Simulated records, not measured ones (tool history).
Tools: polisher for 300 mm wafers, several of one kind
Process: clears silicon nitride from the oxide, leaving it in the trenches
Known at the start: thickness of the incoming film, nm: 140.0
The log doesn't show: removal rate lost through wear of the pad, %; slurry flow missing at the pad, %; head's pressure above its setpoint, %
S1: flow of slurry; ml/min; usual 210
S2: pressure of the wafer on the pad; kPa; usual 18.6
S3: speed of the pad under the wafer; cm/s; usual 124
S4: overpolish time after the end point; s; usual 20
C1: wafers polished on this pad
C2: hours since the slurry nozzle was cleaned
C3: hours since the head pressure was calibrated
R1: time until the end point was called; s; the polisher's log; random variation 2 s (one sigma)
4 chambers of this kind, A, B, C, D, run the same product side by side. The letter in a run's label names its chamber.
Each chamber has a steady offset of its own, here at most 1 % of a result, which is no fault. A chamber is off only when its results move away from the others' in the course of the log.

Run 1A, hour 2.8: usual settings; C1 73; C2 130.0; C3 83.2. Result: R1 121.65 s.
At hour 4.1: chamber D: slurry nozzle cleaned.
Run 2D, hour 6.6: usual settings; C1 547; C2 2.6; C3 289.8. Result: R1 117.79 s.
Run 3B, hour 11.4: usual settings; C1 579; C2 47.4; C3 1181.7. Result: R1 123.17 s.
Run 4C, hour 15.8: usual settings; C1 398; C2 75.9; C3 417.5. Result: R1 121.56 s.
Run 5D, hour 19.9: usual settings; C1 676; C2 15.9; C3 303.1. Result: R1 123.51 s.
At hour 22.3: chamber B: worn pad replaced by a new one.
Run 6C, hour 25.5: usual settings; C1 492; C2 85.6; C3 427.2. Result: R1 121.03 s.
Run 7A, hour 30.7: usual settings but S1 260 ml/min; C1 344; C2 157.9; C3 111.1. Result: R1 115.98 s.
Run 8B, hour 34.0: usual settings but S1 260 ml/min; C1 113; C2 70.0; C3 1204.3. Result: R1 120.17 s.
Run 9C, hour 37.8: usual settings but S1 260 ml/min; C1 612; C2 97.9; C3 439.5. Result: R1 116.04 s.
Run 10A, hour 41.1: usual settings but S1 260 ml/min; C1 445; C2 168.3; C3 121.5. Result: R1 115.82 s.
Run 11D, hour 45.6: usual settings; C1 925; C2 41.6; C3 328.8. Result: R1 120.22 s.
At hour 47.6: chamber D: worn pad replaced by a new one.
Run 12B, hour 50.7: usual settings; C1 275; C2 86.7; C3 1221.0. Result: R1 122.87 s.
Run 13B, hour 54.2: usual settings but S4 27 s; C1 309; C2 90.2; C3 1224.5. Result: R1 123.02 s.
Run 14D, hour 57.5: usual settings but S4 27 s; C1 96; C2 53.5; C3 340.7. Result: R1 121.44 s.
Run 15C, hour 61.6: usual settings but S4 27 s; C1 842; C2 121.7; C3 463.3. Result: R1 120.17 s.
Run 16A, hour 65.2: usual settings but S4 27 s; C1 679; C2 192.4; C3 145.6. Result: R1 125.24 s.
Run 17D, hour 68.7: usual settings; C1 205; C2 64.7; C3 351.9. Result: R1 122.63 s.
Run 18C, hour 72.3: usual settings; C1 946; C2 132.4; C3 474.0. Result: R1 120.91 s.
Run 19A, hour 77.6: usual settings; C1 799; C2 204.8; C3 158.0. Result: R1 118.75 s.
Run 20B, hour 82.5: usual settings; C1 584; C2 118.5; C3 1252.8. Result: R1 125.35 s.
At hour 85.0: chamber B: worn pad replaced by a new one.
At hour 85.2: chamber C: worn pad replaced by a new one.
Run 21D, hour 85.2: usual settings but S1 140 ml/min, S3 88 cm/s; C1 365; C2 81.2; C3 368.4. Result: R1 175.51 s.
Run 22B, hour 88.3: usual settings but S1 140 ml/min, S3 88 cm/s; C1 32; C2 124.3; C3 1258.6. Result: R1 188.89 s.
Run 23C, hour 90.8: usual settings but S1 140 ml/min, S3 88 cm/s; C1 55; C2 150.9; C3 492.5. Result: R1 183.28 s.
Run 24A, hour 95.3: usual settings but S1 140 ml/min, S3 88 cm/s; C1 971; C2 222.5; C3 175.7. Result: R1 178.76 s.
Run 25C, hour 99.1: usual settings; C1 135; C2 159.2; C3 500.8. Result: R1 120.05 s.
Run 26B, hour 104.3: usual settings but S1 145 ml/min, S2 22.8 kPa; C1 187; C2 140.3; C3 1274.6. Result: R1 104.56 s.
Run 27D, hour 107.3: usual settings but S1 145 ml/min, S2 22.8 kPa; C1 579; C2 103.3; C3 390.5. Result: R1 105.98 s.
Run 28A, hour 110.2: usual settings but S1 145 ml/min, S2 22.8 kPa; C1 1115; C2 237.4; C3 190.6. Result: R1 107.68 s.
Run 29B, hour 113.1: usual settings but S1 145 ml/min, S2 22.8 kPa; C1 273; C2 149.1; C3 1283.4. Result: R1 106.83 s.
Run 30C, hour 117.2: usual settings; C1 311; C2 177.3; C3 518.9. Result: R1 121.52 s.
Run 31D, hour 121.6: usual settings; C1 718; C2 117.6; C3 404.8. Result: R1 124.15 s.
Run 32A, hour 125.1: usual settings; C1 1260; C2 252.3; C3 205.5. Result: R1 124.08 s.
Run 33C, hour 128.7: usual settings; C1 422; C2 188.8; C3 530.4. Result: R1 122.31 s.
At hour 132.4: chamber A: worn pad replaced by a new one.
Run 34A, hour 133.6: usual settings; C1 11; C2 260.8; C3 214.0. Result: R1 123.90 s.
At hour 133.8: chamber D: worn pad replaced by a new one.
Run 35B, hour 137.8: usual settings; C1 512; C2 173.8; C3 1308.1. Result: R1 123.21 s.
Run 36D, hour 143.1: usual settings; C1 90; C2 139.1; C3 426.3. Result: R1 120.88 s.
Run 37A, hour 148.2: usual settings; C1 153; C2 275.4; C3 228.6. Result: R1 123.71 s.
Run 38B, hour 151.0: usual settings but S2 21.4 kPa, S4 30 s; C1 640; C2 187.0; C3 1321.3. Result: R1 109.44 s.
At hour 152.0: chamber B: worn pad replaced by a new one.
At hour 152.0: chamber A: slurry nozzle cleaned.
Run 39C, hour 154.9: usual settings but S2 21.4 kPa, S4 30 s; C1 676; C2 215.0; C3 556.6. Result: R1 106.26 s.
Run 40D, hour 160.4: usual settings but S2 21.4 kPa, S4 30 s; C1 258; C2 156.4; C3 443.6. Result: R1 106.56 s.
Run 41B, hour 165.1: usual settings but S2 21.4 kPa, S4 30 s; C1 127; C2 201.1; C3 1335.4. Result: R1 103.70 s.
Run 42C, hour 169.9: usual settings; C1 822; C2 230.0; C3 571.6. Result: R1 124.21 s.
Run 43D, hour 173.8: usual settings; C1 388; C2 169.8; C3 457.0. Result: R1 120.07 s.
Run 44A, hour 178.9: usual settings; C1 451; C2 26.9; C3 259.3. Result: R1 123.42 s.

Next, every chamber runs the same settings. What will each give?
Run 45A, hour 182.9: usual settings but S1 280 ml/min. Result: R1 ?.
Run 45B, hour 182.9: usual settings but S1 280 ml/min. Result: R1 ?.
Run 45C, hour 182.9: usual settings but S1 280 ml/min. Result: R1 ?.
Run 45D, hour 182.9: usual settings but S1 280 ml/min. Result: R1 ?.

run      R1
45A  116.64
45B  119.12
45C  118.68
45D  116.32

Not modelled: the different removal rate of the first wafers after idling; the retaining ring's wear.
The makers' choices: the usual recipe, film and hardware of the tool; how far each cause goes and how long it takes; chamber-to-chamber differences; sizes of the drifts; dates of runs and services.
